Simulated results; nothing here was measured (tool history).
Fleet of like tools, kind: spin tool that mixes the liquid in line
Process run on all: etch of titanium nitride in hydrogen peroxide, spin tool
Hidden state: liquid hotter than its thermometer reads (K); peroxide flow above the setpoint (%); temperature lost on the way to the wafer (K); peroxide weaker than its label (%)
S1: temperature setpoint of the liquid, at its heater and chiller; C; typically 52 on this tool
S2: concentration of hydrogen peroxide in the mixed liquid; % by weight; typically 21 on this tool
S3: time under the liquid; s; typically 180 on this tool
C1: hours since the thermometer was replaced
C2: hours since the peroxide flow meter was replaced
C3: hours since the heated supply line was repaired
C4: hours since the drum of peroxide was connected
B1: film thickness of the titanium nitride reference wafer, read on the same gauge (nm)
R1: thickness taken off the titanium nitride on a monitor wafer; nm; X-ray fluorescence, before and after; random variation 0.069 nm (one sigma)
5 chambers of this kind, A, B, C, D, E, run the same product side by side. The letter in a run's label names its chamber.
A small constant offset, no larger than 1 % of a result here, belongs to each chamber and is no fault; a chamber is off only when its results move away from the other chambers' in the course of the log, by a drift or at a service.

run	day	S1	S2	S3	C1	C2	C3	C4	B1	R1
1C	0.158	52	21	180	975.5	418.2	2064.4	284.8	129.99	7.8376
2D	0.354	52	21	180	795.1	265.1	1011.6	76.9	130.03	7.5493
3E	0.471	52	21	180	665	76.9	695.1	683.7	129.96	7.7904
4A	0.579	52	21	180	335.7	840.1	999.7	516.2	129.99	7.6888
5B	0.75	52	21	180	52.7	1126.6	583.4	149.1	130.03	7.5916
6D	0.933	60	21	135	809	279	1025.5	90.8	129.99	10.106
7B	1.029	60	21	135	59.4	1133.3	590.1	155.8	129.99	10.162
8C	1.179	60	21	135	1000	442.7	2088.9	309.3	130.02	10.096
9E	1.379	60	21	135	686.8	98.7	716.9	705.5	130.01	10.409
10A	1.558	60	21	135	359.2	863.6	1023.2	539.7	129.96	10.123
11B	1.725	48.5	21	180	76.1	1150	606.8	172.5	130	6.0583
12A	1.858	48.5	21	180	366.4	870.8	1030.4	546.9	129.97	6.0511
13D	1.962	48.5	21	180	833.7	303.7	1050.2	115.5	129.99	6.0076
# day 2.092: chamber E: heated supply line repaired
14C	2.142	48.5	21	180	1023.1	465.8	2112	332.4	129.99	5.9557
15E	2.258	48.5	21	180	707.9	119.8	4.1	726.6	129.99	6.0671
16E	2.408	52	21	180	711.5	123.4	7.7	730.2	129.98	7.778
17B	2.612	52	21	180	97.4	1171.3	628.1	193.8	130.01	7.745
18A	2.717	52	21	180	387	891.4	1051	567.5	129.99	7.6792
19D	2.912	52	21	180	856.5	326.5	1073	138.3	129.99	7.7816
20C	3.021	52	21	180	1044.2	486.9	2133.1	353.5	130	7.676
21D	3.221	52	21	180	863.9	333.9	1080.4	145.7	129.95	7.6845
22B	3.317	52	21	180	114.3	1188.2	645	210.7	129.99	7.71
23A	3.408	52	21	180	403.6	908	1067.6	584.1	129.95	7.8236
24C	3.604	60.5	21	180	1058.2	500.9	2147.1	367.5	130.01	14.056
25E	3.717	60.5	21	180	742.9	154.8	39.1	761.6	130.01	13.871
26C	3.912	60.5	21	180	1065.6	508.3	2154.5	374.9	130	13.998
27D	4.054	60.5	21	180	883.9	353.9	1100.4	165.7	130.02	13.883
28B	4.242	60.5	21	180	136.5	1210.4	667.2	232.9	130.01	14.001
29A	4.375	52	21	180	426.8	931.2	1090.8	607.3	130.01	7.7762
30E	4.554	52	21	180	763	174.9	59.2	781.7	130.04	7.9061
31D	4.658	52	21	180	898.4	368.4	1114.9	180.2	129.99	7.8036
32B	4.762	52	26.5	180	149	1222.9	679.7	245.4	129.99	8.0869
33A	4.896	52	26.5	180	439.3	943.7	1103.3	619.8	130	8.1209
34E	5.096	52	26.5	180	776	187.9	72.2	794.7	130.01	8.1767
35C	5.212	52	26.5	180	1096.8	539.5	2185.7	406.1	129.98	8.1047
36C	5.308	52	26.5	180	1099.1	541.8	2188	408.4	129.98	8.1293
37B	5.417	52	16.5	180	164.7	1238.6	695.4	261.1	130.02	7.3498
38D	5.529	52	16.5	180	919.3	389.3	1135.8	201.1	129.96	7.4725
39E	5.688	52	16.5	180	790.2	202.1	86.4	808.9	129.98	7.4082
40A	5.833	52	16.5	180	461.8	966.2	1125.8	642.3	129.99	7.2769

Has any chamber moved away from the others, gradually or after a service, or does the common gauge drift, or do the chambers differ only by their own small steady offsets? State the chamber and the most likely cause if one applies.

Nothing is wrong: each chamber keeps only its own small, steady offset and the gauge holds still.
